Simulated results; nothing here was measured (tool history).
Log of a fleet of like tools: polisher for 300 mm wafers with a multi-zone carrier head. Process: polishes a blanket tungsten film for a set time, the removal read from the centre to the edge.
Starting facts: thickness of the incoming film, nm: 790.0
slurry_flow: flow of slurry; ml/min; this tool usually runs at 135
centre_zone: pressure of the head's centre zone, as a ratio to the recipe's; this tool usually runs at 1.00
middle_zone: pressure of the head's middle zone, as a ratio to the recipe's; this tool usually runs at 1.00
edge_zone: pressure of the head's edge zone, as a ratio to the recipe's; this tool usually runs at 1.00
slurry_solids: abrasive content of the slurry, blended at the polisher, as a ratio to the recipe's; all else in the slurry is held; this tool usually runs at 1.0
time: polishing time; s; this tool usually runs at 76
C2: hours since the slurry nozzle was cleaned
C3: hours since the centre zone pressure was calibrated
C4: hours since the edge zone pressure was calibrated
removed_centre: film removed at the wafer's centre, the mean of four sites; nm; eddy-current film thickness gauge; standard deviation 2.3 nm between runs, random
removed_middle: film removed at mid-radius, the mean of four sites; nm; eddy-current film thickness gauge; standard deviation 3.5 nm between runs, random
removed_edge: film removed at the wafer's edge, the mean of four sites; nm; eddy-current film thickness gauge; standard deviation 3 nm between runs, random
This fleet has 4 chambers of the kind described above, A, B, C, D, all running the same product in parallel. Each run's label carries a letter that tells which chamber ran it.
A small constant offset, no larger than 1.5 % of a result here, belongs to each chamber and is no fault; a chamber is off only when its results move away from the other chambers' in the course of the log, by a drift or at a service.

run 1B hour=7.3 | slurry_flow=135 centre_zone=1.00 middle_zone=1.00 edge_zone=1.00 slurry_solids=1.0 time=76 | wafers_polished_on_this_pad=1456 C2=222.2 C3=421.8 C4=220.5 | removed_centre=260.16 removed_middle=255.97 removed_edge=263.47
-- hour=7.5 chamber B: worn pad replaced by a new one
-- hour=19.0 chamber C: worn pad replaced by a new one
run 2C hour=19.7 | slurry_flow=135 centre_zone=1.00 middle_zone=1.00 edge_zone=1.00 slurry_solids=1.0 time=76 | wafers_polished_on_this_pad=9 C2=508.7 C3=1124.0 C4=124.6 | removed_centre=256.04 removed_middle=253.20 removed_edge=261.63
-- hour=28.9 chamber D: centre zone pressure recalibrated
run 3D hour=32.6 | slurry_flow=135 centre_zone=1.00 middle_zone=1.00 edge_zone=1.00 slurry_solids=1.0 time=76 | wafers_polished_on_this_pad=937 C2=361.6 C3=3.8 C4=791.8 | removed_centre=257.97 removed_middle=262.51 removed_edge=258.58
run 4A hour=47.0 | slurry_flow=135 centre_zone=1.00 middle_zone=1.00 edge_zone=1.00 slurry_solids=1.0 time=76 | wafers_polished_on_this_pad=865 C2=156.8 C3=393.7 C4=445.6 | removed_centre=263.61 removed_middle=258.78 removed_edge=261.59
run 5A hour=53.5 | slurry_flow=135 centre_zone=1.00 middle_zone=1.00 edge_zone=1.00 slurry_solids=1.0 time=76 | wafers_polished_on_this_pad=949 C2=163.3 C3=400.2 C4=452.1 | removed_centre=259.77 removed_middle=261.78 removed_edge=258.86
-- hour=61.4 chamber D: worn pad replaced by a new one
run 6C hour=64.9 | slurry_flow=135 centre_zone=1.00 middle_zone=1.00 edge_zone=1.00 slurry_solids=1.0 time=76 | wafers_polished_on_this_pad=590 C2=553.9 C3=1169.2 C4=169.8 | removed_centre=258.04 removed_middle=258.26 removed_edge=261.37
run 7D hour=75.2 | slurry_flow=135 centre_zone=1.00 middle_zone=1.00 edge_zone=1.00 slurry_solids=1.0 time=76 | wafers_polished_on_this_pad=178 C2=404.2 C3=46.4 C4=834.4 | removed_centre=260.32 removed_middle=253.43 removed_edge=256.07
-- hour=75.6 chamber C: centre zone pressure recalibrated
-- hour=82.9 chamber A: worn pad replaced by a new one
-- hour=86.6 chamber D: slurry nozzle cleaned
run 8B hour=87.0 | slurry_flow=135 centre_zone=1.00 middle_zone=1.00 edge_zone=1.00 slurry_solids=1.0 time=76 | wafers_polished_on_this_pad=1021 C2=301.9 C3=501.5 C4=300.2 | removed_centre=261.40 removed_middle=258.96 removed_edge=261.43
-- hour=97.2 chamber C: slurry nozzle cleaned
run 9D hour=98.6 | slurry_flow=135 centre_zone=1.00 middle_zone=1.00 edge_zone=0.96 slurry_solids=1.1 time=76 | wafers_polished_on_this_pad=478 C2=12.0 C3=69.8 C4=857.8 | removed_centre=262.69 removed_middle=268.34 removed_edge=258.92
-- hour=100.3 chamber B: centre zone pressure recalibrated
-- hour=104.4 chamber B: worn pad replaced by a new one
run 10B hour=110.3 | slurry_flow=135 centre_zone=1.00 middle_zone=1.00 edge_zone=0.96 slurry_solids=1.1 time=76 | wafers_polished_on_this_pad=76 C2=325.2 C3=10.0 C4=323.5 | removed_centre=266.88 removed_middle=265.19 removed_edge=257.24
-- hour=118.7 chamber C: worn pad replaced by a new one
run 11A hour=120.0 | slurry_flow=135 centre_zone=1.00 middle_zone=1.00 edge_zone=0.96 slurry_solids=1.1 time=76 | wafers_polished_on_this_pad=477 C2=229.8 C3=466.7 C4=518.6 | removed_centre=270.47 removed_middle=260.03 removed_edge=255.33
run 12C hour=134.2 | slurry_flow=135 centre_zone=1.00 middle_zone=1.00 edge_zone=0.96 slurry_solids=1.1 time=76 | wafers_polished_on_this_pad=199 C2=37.1 C3=58.7 C4=239.1 | removed_centre=264.08 removed_middle=259.20 removed_edge=261.91
run 13A hour=146.3 | slurry_flow=135 centre_zone=1.00 middle_zone=1.00 edge_zone=1.00 slurry_solids=1.0 time=76 | wafers_polished_on_this_pad=815 C2=256.1 C3=493.0 C4=544.9 | removed_centre=263.34 removed_middle=251.43 removed_edge=253.55
-- hour=148.2 chamber D: worn pad replaced by a new one
run 14C hour=157.7 | slurry_flow=135 centre_zone=1.00 middle_zone=1.00 edge_zone=1.00 slurry_solids=1.0 time=76 | wafers_polished_on_this_pad=501 C2=60.6 C3=82.2 C4=262.6 | removed_centre=256.28 removed_middle=261.77 removed_edge=262.62
-- hour=164.6 chamber A: worn pad replaced by a new one
run 15D hour=170.6 | slurry_flow=135 centre_zone=1.00 middle_zone=1.00 edge_zone=1.00 slurry_solids=1.0 time=76 | wafers_polished_on_this_pad=288 C2=84.0 C3=141.8 C4=929.8 | removed_centre=258.38 removed_middle=251.79 removed_edge=251.82
run 16B hour=184.3 | slurry_flow=135 centre_zone=1.00 middle_zone=1.00 edge_zone=1.00 slurry_solids=1.0 time=76 | wafers_polished_on_this_pad=1026 C2=399.2 C3=84.0 C4=397.5 | removed_centre=261.71 removed_middle=254.96 removed_edge=265.69
run 17B hour=191.4 | slurry_flow=135 centre_zone=1.00 middle_zone=1.00 edge_zone=1.00 slurry_solids=1.0 time=76 | wafers_polished_on_this_pad=1118 C2=406.3 C3=91.1 C4=404.6 | removed_centre=259.52 removed_middle=257.98 removed_edge=261.89
run 18A hour=199.7 | slurry_flow=135 centre_zone=1.00 middle_zone=1.00 edge_zone=1.00 slurry_solids=1.0 time=76 | wafers_polished_on_this_pad=451 C2=309.5 C3=546.4 C4=598.3 | removed_centre=259.38 removed_middle=261.62 removed_edge=259.71
-- hour=203.4 chamber C: worn pad replaced by a new one
-- hour=206.5 chamber B: worn pad replaced by a new one
run 19D hour=208.1 | slurry_flow=135 centre_zone=1.00 middle_zone=1.00 edge_zone=1.00 slurry_solids=1.0 time=76 | wafers_polished_on_this_pad=769 C2=121.5 C3=179.3 C4=967.3 | removed_centre=259.60 removed_middle=254.29 removed_edge=258.37
run 20C hour=215.5 | slurry_flow=135 centre_zone=1.00 middle_zone=1.00 edge_zone=1.00 slurry_solids=1.0 time=76 | wafers_polished_on_this_pad=156 C2=118.4 C3=140.0 C4=320.4 | removed_centre=258.96 removed_middle=263.22 removed_edge=263.22
run 21D hour=226.2 | slurry_flow=135 centre_zone=1.00 middle_zone=1.00 edge_zone=1.00 slurry_solids=1.0 time=76 | wafers_polished_on_this_pad=1002 C2=139.6 C3=197.4 C4=985.4 | removed_centre=257.89 removed_middle=256.40 removed_edge=253.90
-- hour=228.2 chamber D: worn pad replaced by a new one
run 22C hour=237.7 | slurry_flow=135 centre_zone=1.00 middle_zone=1.00 edge_zone=1.00 slurry_solids=1.0 time=76 | wafers_polished_on_this_pad=441 C2=140.6 C3=162.2 C4=342.6 | removed_centre=259.72 removed_middle=256.32 removed_edge=258.79
run 23A hour=246.5 | slurry_flow=135 centre_zone=1.00 middle_zone=0.92 edge_zone=1.00 slurry_solids=1.0 time=76 | wafers_polished_on_this_pad=1052 C2=356.3 C3=593.2 C4=645.1 | removed_centre=258.82 removed_middle=238.80 removed_edge=254.42
-- hour=257.4 chamber A: worn pad replaced by a new one
run 24B hour=258.6 | slurry_flow=135 centre_zone=1.00 middle_zone=0.92 edge_zone=1.00 slurry_solids=1.0 time=76 | wafers_polished_on_this_pad=670 C2=473.5 C3=158.3 C4=471.8 | removed_centre=259.09 removed_middle=236.45 removed_edge=262.40
-- hour=261.1 chamber A: centre zone pressure recalibrated
run 25B hour=266.5 | slurry_flow=135 centre_zone=1.00 middle_zone=0.92 edge_zone=1.00 slurry_solids=1.0 time=76 | wafers_polished_on_this_pad=771 C2=481.4 C3=166.2 C4=479.7 | removed_centre=259.20 removed_middle=242.02 removed_edge=262.41
run 26C hour=281.4 | slurry_flow=135 centre_zone=1.00 middle_zone=0.92 edge_zone=1.00 slurry_solids=1.0 time=76 | wafers_polished_on_this_pad=1003 C2=184.3 C3=205.9 C4=386.3 | removed_centre=258.40 removed_middle=241.92 removed_edge=261.11
-- hour=287.1 chamber C: worn pad replaced by a new one
run 27D hour=291.8 | slurry_flow=135 centre_zone=1.00 middle_zone=1.00 edge_zone=1.00 slurry_solids=1.0 time=76 | wafers_polished_on_this_pad=818 C2=205.2 C3=263.0 C4=1051.0 | removed_centre=258.78 removed_middle=255.65 removed_edge=254.80
-- hour=295.5 chamber B: worn pad replaced by a new one
run 28A hour=300.3 | slurry_flow=135 centre_zone=1.00 middle_zone=1.00 edge_zone=1.00 slurry_solids=1.0 time=76 | wafers_polished_on_this_pad=552 C2=410.1 C3=39.3 C4=698.9 | removed_centre=284.42 removed_middle=259.30 removed_edge=257.98
-- hour=309.7 chamber D: worn pad replaced by a new one
run 29D hour=313.1 | slurry_flow=135 centre_zone=1.00 middle_zone=1.00 edge_zone=1.00 slurry_solids=1.0 time=76 | wafers_polished_on_this_pad=44 C2=226.5 C3=284.3 C4=1072.3 | removed_centre=264.05 removed_middle=260.10 removed_edge=252.71
-- hour=318.1 chamber A: edge zone pressure recalibrated
run 30B hour=320.9 | slurry_flow=135 centre_zone=1.00 middle_zone=1.00 edge_zone=1.00 slurry_solids=1.0 time=76 | wafers_polished_on_this_pad=327 C2=535.8 C3=220.6 C4=534.1 | removed_centre=264.65 removed_middle=264.36 removed_edge=261.47
run 31A hour=327.9 | slurry_flow=135 centre_zone=1.00 middle_zone=1.00 edge_zone=1.00 slurry_solids=1.0 time=76 | wafers_polished_on_this_pad=907 C2=437.7 C3=66.9 C4=9.9 | removed_centre=284.58 removed_middle=256.74 removed_edge=258.59
-- hour=335.6 chamber D: centre zone pressure recalibrated
run 32C hour=336.6 | slurry_flow=135 centre_zone=1.00 middle_zone=1.00 edge_zone=1.00 slurry_solids=1.0 time=76 | wafers_polished_on_this_pad=636 C2=239.5 C3=261.1 C4=441.5 | removed_centre=258.64 removed_middle=259.85 removed_edge=259.16
run 33D hour=345.0 | slurry_flow=135 centre_zone=1.00 middle_zone=1.00 edge_zone=1.00 slurry_solids=1.0 time=76 | wafers_polished_on_this_pad=454 C2=258.4 C3=9.5 C4=1104.2 | removed_centre=256.58 removed_middle=253.55 removed_edge=259.35
-- hour=354.4 chamber A: worn pad replaced by a new one
run 34C hour=359.0 | slurry_flow=135 centre_zone=1.00 middle_zone=1.00 edge_zone=1.00 slurry_solids=1.0 time=76 | wafers_polished_on_this_pad=924 C2=261.9 C3=283.5 C4=463.9 | removed_centre=257.25 removed_middle=258.71 removed_edge=259.71
run 35A hour=369.5 | slurry_flow=135 centre_zone=1.00 middle_zone=1.00 edge_zone=1.00 slurry_solids=1.0 time=76 | wafers_polished_on_this_pad=195 C2=479.3 C3=108.5 C4=51.5 | removed_centre=283.99 removed_middle=256.45 removed_edge=258.10
-- hour=377.5 chamber C: worn pad replaced by a new one
run 36B hour=383.3 | slurry_flow=135 centre_zone=1.00 middle_zone=1.00 edge_zone=1.00 slurry_solids=1.0 time=76 | wafers_polished_on_this_pad=1129 C2=598.2 C3=283.0 C4=596.5 | removed_centre=261.42 removed_middle=261.30 removed_edge=261.79
run 37B hour=395.8 | slurry_flow=135 centre_zone=1.00 middle_zone=1.00 edge_zone=1.00 slurry_solids=1.0 time=76 | wafers_polished_on_this_pad=1289 C2=610.7 C3=295.5 C4=609.0 | removed_centre=259.81 removed_middle=259.79 removed_edge=259.48
-- hour=397.5 chamber D: worn pad replaced by a new one
run 38C hour=407.5 | slurry_flow=95 centre_zone=1.00 middle_zone=1.00 edge_zone=1.00 slurry_solids=1.0 time=76 | wafers_polished_on_this_pad=386 C2=310.4 C3=332.0 C4=512.4 | removed_centre=228.93 removed_middle=239.76 removed_edge=246.32
-- hour=408.5 chamber B: worn pad replaced by a new one
run 39A hour=417.8 | slurry_flow=95 centre_zone=1.00 middle_zone=1.00 edge_zone=1.00 slurry_solids=1.0 time=76 | wafers_polished_on_this_pad=815 C2=527.6 C3=156.8 C4=99.8 | removed_centre=257.18 removed_middle=237.42 removed_edge=237.87
run 40D hour=426.5 | slurry_flow=95 centre_zone=1.00 middle_zone=1.00 edge_zone=1.00 slurry_solids=1.0 time=76 | wafers_polished_on_this_pad=372 C2=339.9 C3=91.0 C4=1185.7 | removed_centre=235.05 removed_middle=238.07 removed_edge=243.80
run 41C hour=436.9 | slurry_flow=95 centre_zone=1.00 middle_zone=1.00 edge_zone=1.00 slurry_solids=1.0 time=76 | wafers_polished_on_this_pad=764 C2=339.8 C3=361.4 C4=541.8 | removed_centre=232.78 removed_middle=241.94 removed_edge=240.61
run 42D hour=445.1 | slurry_flow=135 centre_zone=1.00 middle_zone=1.00 edge_zone=1.00 slurry_solids=1.0 time=76 | wafers_polished_on_this_pad=611 C2=358.5 C3=109.6 C4=1204.3 | removed_centre=257.63 removed_middle=251.42 removed_edge=259.44
run 43B hour=454.3 | slurry_flow=135 centre_zone=1.00 middle_zone=1.00 edge_zone=1.00 slurry_solids=1.0 time=76 | wafers_polished_on_this_pad=588 C2=669.2 C3=354.0 C4=667.5 | removed_centre=261.32 removed_middle=261.87 removed_edge=259.43

Does one chamber stand apart from the rest, does the shared gauge drift, or is all well apart from small per-chamber offsets? Give the chamber and the most likely cause, where there is one.

Chamber A has stood off from the others ever since a service on it.
What lies behind it: centre zone's pressure above its setpoint, % = 8.72.

Which of the 4 candidates below, each the usual settings with something changed and its results left as question marks, puts chamber A back in line with what the other chambers give on the usual settings?
Counts as in line when no further than this from what the other chambers average on the usual settings: removed_centre 8.20 nm; removed_middle 12.00 nm; removed_edge 11.00 nm
run 44A-1 hour=465.0 | slurry_flow=125 centre_zone=0.84 middle_zone=1.02 edge_zone=1.06 slurry_solids=1.0 time=76 | removed_centre=? removed_middle=? removed_edge=?
run 44A-2 hour=465.0 | slurry_flow=140 centre_zone=1.08 middle_zone=0.99 edge_zone=0.97 slurry_solids=1.0 time=76 | removed_centre=? removed_middle=? removed_edge=?
run 44A-3 hour=465.0 | slurry_flow=130 centre_zone=0.92 middle_zone=1.01 edge_zone=1.03 slurry_solids=1.0 time=76 | removed_centre=? removed_middle=? removed_edge=?
run 44A-4 hour=465.0 | slurry_flow=150 centre_zone=1.17 middle_zone=0.97 edge_zone=0.93 slurry_solids=1.0 time=76 | removed_centre=? removed_middle=? removed_edge=?

Other chambers, usual settings, mean: removed_centre 259.20 nm; removed_middle 258.02 nm; removed_edge 259.69 nm
run=44A-1 removed_centre=231.09 removed_middle=256.30 removed_edge=261.99
run=44A-2 removed_centre=311.12 removed_middle=255.09 removed_edge=254.31
run=44A-3 removed_centre=257.49 removed_middle=256.07 removed_edge=259.58
run=44A-4 removed_centre=343.91 removed_middle=253.62 removed_edge=251.31
44A-3 brings the chamber back in line.
